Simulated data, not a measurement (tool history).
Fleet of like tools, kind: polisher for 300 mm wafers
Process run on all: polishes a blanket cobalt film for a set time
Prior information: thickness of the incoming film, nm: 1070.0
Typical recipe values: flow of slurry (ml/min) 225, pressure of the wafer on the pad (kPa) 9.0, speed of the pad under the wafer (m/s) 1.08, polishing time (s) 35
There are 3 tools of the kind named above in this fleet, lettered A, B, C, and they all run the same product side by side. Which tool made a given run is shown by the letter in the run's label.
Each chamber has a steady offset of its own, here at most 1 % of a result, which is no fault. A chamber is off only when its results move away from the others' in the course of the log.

run   hour  flow of slurry (ml/min)  pressure of the wafer on the pad (kPa)  speed of the pad under the wafer (m/s)  polishing time (s)  wafers polished on this pad  hours since the slurry nozzle was cleaned  hours since the head pressure was calibrated  film removed (Å)
 1B    8.3                      225                                     9.0                                    1.08                  35                          327                                       19.6                                         349.9           1298.10
      10.1  -- chamber C: slurry nozzle cleaned
 2A   16.2                      225                                     9.0                                    1.08                  35                          407                                      227.1                                         124.5           1325.70
 3C   25.7                      225                                     9.0                                    1.08                  35                          850                                       15.6                                         479.0           1293.40
 4A   35.5                      225                                     9.0                                    1.08                  35                          593                                      246.4                                         143.8           1312.50
 5C   49.9                      225                                     9.0                                    1.08                  35                         1084                                       39.8                                         503.2           1312.10
 6B   60.1                      225                                     9.0                                    1.08                  35                          828                                       71.4                                         401.7           1306.50
 7C   71.9                      225                                     9.0                                    1.08                  35                         1296                                       61.8                                         525.2           1289.60
 8A   79.4                      225                                     9.0                                    1.08                  35                         1018                                      290.3                                         187.7           1316.60
      86.6  -- chamber B: worn pad replaced by a new one
      87.4  -- chamber C: worn pad replaced by a new one
 9B   92.8                      225                                     9.0                                    1.08                  35                           60                                      104.1                                         434.4           1313.50
10C  101.9                      225                                     9.0                                    1.08                  35                          140                                       91.8                                         555.2           1314.60
     105.4  -- chamber A: worn pad replaced by a new one
11A  109.4                      225                                     9.0                                    1.08                  35                           39                                      320.3                                         217.7           1300.90
12B  117.7                      225                                     9.0                                    1.08                  35                          301                                      129.0                                         459.3           1300.60
13A  131.0                      225                                     9.0                                    1.08                  35                          248                                      341.9                                         239.3           1314.70
14B  144.5                      225                                     9.0                                    1.08                  35                          560                                      155.8                                         486.1           1303.70
15C  158.7                      225                                     9.0                                    1.08                  42                          689                                      148.6                                         612.0           1556.40
16C  167.0                      225                                     9.0                                    1.08                  42                          769                                      156.9                                         620.3           1574.40
17A  176.2                      225                                     9.0                                    1.08                  42                          685                                      387.1                                         284.5           1552.50
18B  185.2                      225                                     9.0                                    1.08                  35                          953                                      196.5                                         526.8           1310.60
19B  198.1                      225                                     9.0                                    1.08                  35                         1078                                      209.4                                         539.7           1306.20
     206.0  -- chamber B: worn pad replaced by a new one
20A  211.1                      225                                     9.0                                    1.08                  35                         1022                                      422.0                                         319.4           1317.60
21C  223.7                      225                                     9.0                                    1.08                  35                         1317                                      213.6                                         677.0           1298.30
     225.8  -- chamber C: worn pad replaced by a new one
22A  231.9                      225                                     9.0                                    1.08                  35                         1223                                      442.8                                         340.2           1304.30
     235.7  -- chamber C: slurry nozzle cleaned
23C  245.1                      275                                     9.0                                    1.08                  35                          186                                        9.5                                         698.4           1327.00
     245.2  -- chamber A: worn pad replaced by a new one
24B  256.1                      275                                     9.0                                    1.08                  35                          484                                      267.4                                         597.7           1333.20
25C  262.5                      275                                     9.0                                    1.08                  35                          355                                       26.9                                         715.8           1320.20
26A  273.1                      225                                     9.0                                    1.08                  35                          269                                      484.0                                         381.4           1296.50
     283.8  -- chamber C: head pressure recalibrated
27B  286.3                      225                                     9.0                                    1.08                  35                          776                                      297.6                                         627.9           1316.90
     298.5  -- chamber B: slurry nozzle cleaned
28C  300.6                      225                                     9.0                                    1.08                  35                          723                                       65.0                                          16.9           1232.90
29B  308.8                      225                                     9.0                                    1.08                  35                          994                                       10.4                                         650.4           1314.00
30A  317.9                      225                                     9.0                                    1.08                  35                          703                                      528.8                                         426.2           1302.50
31A  328.3                      225                                     9.0                                    1.08                  35                          803                                      539.2                                         436.6           1314.40
32B  338.9                      225                                     9.0                                    1.08                  35                         1285                                       40.5                                         680.5           1297.20
     342.4  -- chamber B: worn pad replaced by a new one
     343.8  -- chamber A: slurry nozzle cleaned
33C  347.8                      225                                     9.0                                    1.08                  35                         1179                                      112.2                                          64.1           1224.80
     349.7  -- chamber C: worn pad replaced by a new one
34C  361.6                      225                                     9.0                                    1.08                  35                          115                                      126.0                                          77.9           1227.20
     370.6  -- chamber A: worn pad replaced by a new one
35B  371.0                      225                                     9.0                                    1.08                  35                          276                                       72.6                                         712.6           1321.20
36A  381.3                      225                                     9.0                                    1.08                  35                          103                                       37.5                                         489.6           1315.40
37B  390.1                      290                                     9.0                                    1.28                  35                          461                                       91.7                                         731.7           1593.70
38C  404.4                      290                                     9.0                                    1.28                  35                          529                                      168.8                                         120.7           1486.90
39A  415.9                      290                                     9.0                                    1.28                  35                          438                                       72.1                                         524.2           1606.50
40C  427.1                      225                                     9.0                                    1.08                  35                          749                                      191.5                                         143.4           1221.60
41B  434.1                      225                                     9.0                                    1.08                  24                          886                                      135.7                                         775.7            896.33
42A  443.7                      225                                     9.0                                    1.08                  24                          706                                       99.9                                         552.0            909.46
43C  452.4                      225                                     9.0                                    1.08                  24                          993                                      216.8                                         168.7            848.17
44B  463.3                      225                                     9.0                                    1.08                  35                         1169                                      164.9                                         804.9           1305.30

What goes on in this fleet: one chamber off, a drifting gauge, or nothing beyond the chambers' own small offsets? Name the chamber and the cause, if any.

The work done on chamber C during a service left it standing apart from the others.
What lies behind it: head's pressure below its setpoint, % = 5.72.

Which of the 4 candidates below, each the usual settings with something changed and its results left as question marks, puts chamber C back in line with what the other chambers give on the usual settings?
Allowed miss from the other chambers' usual-settings mean, per result, to count as in line: film removed (Å) 31.00
45C-1  473.9                      225                                     8.3                                    1.08                  35                                                                                                                                       ?
45C-2  473.9                      225                                     9.0                                    1.08                  34                                                                                                                                       ?
45C-3  473.9                      225                                     9.0                                    1.12                  36                                                                                                                                       ?
45C-4  473.9                      225                                     9.0                                    1.10                  35                                                                                                                                       ?

Usual-settings mean across the other chambers: film removed (Å) 1313.00
  run  film removed (Å)
45C-1           1123.30
45C-2           1182.50
45C-3           1299.00
45C-4           1240.10
The right change is 45C-3: it brings the chamber back within the allowed miss of the others.

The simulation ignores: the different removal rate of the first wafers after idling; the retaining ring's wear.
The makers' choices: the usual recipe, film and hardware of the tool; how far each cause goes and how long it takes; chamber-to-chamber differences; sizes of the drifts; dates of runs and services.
